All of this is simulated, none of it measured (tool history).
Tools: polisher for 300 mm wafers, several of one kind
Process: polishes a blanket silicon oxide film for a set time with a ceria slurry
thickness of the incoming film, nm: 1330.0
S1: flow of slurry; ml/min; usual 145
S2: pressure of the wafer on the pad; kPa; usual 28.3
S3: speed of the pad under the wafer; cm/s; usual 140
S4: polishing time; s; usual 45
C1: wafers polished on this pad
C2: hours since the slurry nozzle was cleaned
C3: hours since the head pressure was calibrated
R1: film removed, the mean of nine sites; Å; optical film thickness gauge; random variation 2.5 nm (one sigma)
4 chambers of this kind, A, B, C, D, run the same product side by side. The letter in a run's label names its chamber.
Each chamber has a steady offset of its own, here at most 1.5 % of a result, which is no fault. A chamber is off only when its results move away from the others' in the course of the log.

run	hour	S1	S2	S3	S4	C1	C2	C3	R1
1C	3.8	145	28.3	140	45	40	316.5	648.7	3025.2
# hour 5.1: chamber D: slurry nozzle cleaned
2A	7.3	145	28.3	140	45	752	78.2	285.0	3003.8
3B	12.0	145	28.3	140	45	899	385.9	985.1	3016.5
4D	16.4	145	28.3	140	45	476	11.4	392.6	3006.8
5B	21.2	145	28.3	140	45	992	395.1	994.3	3058.1
6A	25.7	145	28.3	140	36	938	96.6	303.4	2399.7
7D	29.1	145	28.3	140	36	605	24.1	405.3	2436.6
# hour 31.6: chamber B: worn pad replaced by a new one
8C	32.1	145	28.3	140	36	326	344.8	677.0	2394.9
# hour 32.9: chamber C: head pressure recalibrated
9B	37.0	145	28.3	140	36	55	410.9	1010.1	2436.4
10C	39.7	145	28.3	140	45	403	352.4	6.8	3022.7
11A	42.7	145	28.3	140	45	1110	113.6	320.4	3020.9
12D	47.4	145	28.3	140	45	789	42.4	423.6	3027.8
13A	50.2	145	28.3	140	45	1185	121.1	327.9	3033.6
# hour 51.2: chamber D: worn pad replaced by a new one
14C	52.6	145	28.3	140	45	533	365.3	19.7	3004.1
15B	55.9	110	28.3	164	45	246	429.8	1029.0	3411.9
16D	58.5	110	28.3	164	45	74	53.5	434.7	3358.4
# hour 61.0: chamber A: worn pad replaced by a new one
17B	63.4	110	28.3	164	45	321	437.3	1036.5	3360.3
18D	67.7	110	28.3	164	45	167	62.7	443.9	3344.1
19C	72.5	145	28.3	140	45	734	385.2	39.6	3032.2
20A	74.9	185	28.3	140	45	141	145.8	352.6	3105.0
21C	78.9	185	28.3	140	45	798	391.6	46.0	3164.0
# hour 79.5: chamber A: head pressure recalibrated
22A	82.8	185	28.3	140	45	221	153.7	3.4	3177.3
23D	86.8	185	28.3	140	45	360	81.8	463.0	3125.5
24B	91.2	145	28.3	140	45	602	465.1	1064.3	3040.0
# hour 94.4: chamber C: worn pad replaced by a new one
25B	94.8	145	28.3	140	45	638	468.7	1067.9	3019.9
26A	99.6	145	28.3	140	45	390	170.5	20.2	3003.2
27C	104.1	145	28.3	140	45	98	416.8	71.2	3083.0
28D	108.5	145	28.3	140	45	579	103.5	484.7	3033.9
29A	112.9	145	28.3	140	45	524	183.8	33.5	2996.9
30B	116.8	145	28.3	140	45	860	490.7	1089.9	3068.5
31D	120.6	145	28.3	140	45	701	115.6	496.8	3000.3
32C	124.4	145	28.3	140	45	303	437.1	91.5	3043.2
33A	126.5	145	19.3	140	45	662	197.4	47.1	2042.2
34B	128.7	145	19.3	140	45	980	502.6	1101.8	2096.2

Is one chamber off against the others, does the gauge drift, or is nothing wrong? If a chamber is off, say which, and what the likeliest cause is.

No chamber stands off beyond its own small offset, and the gauge holds steady.
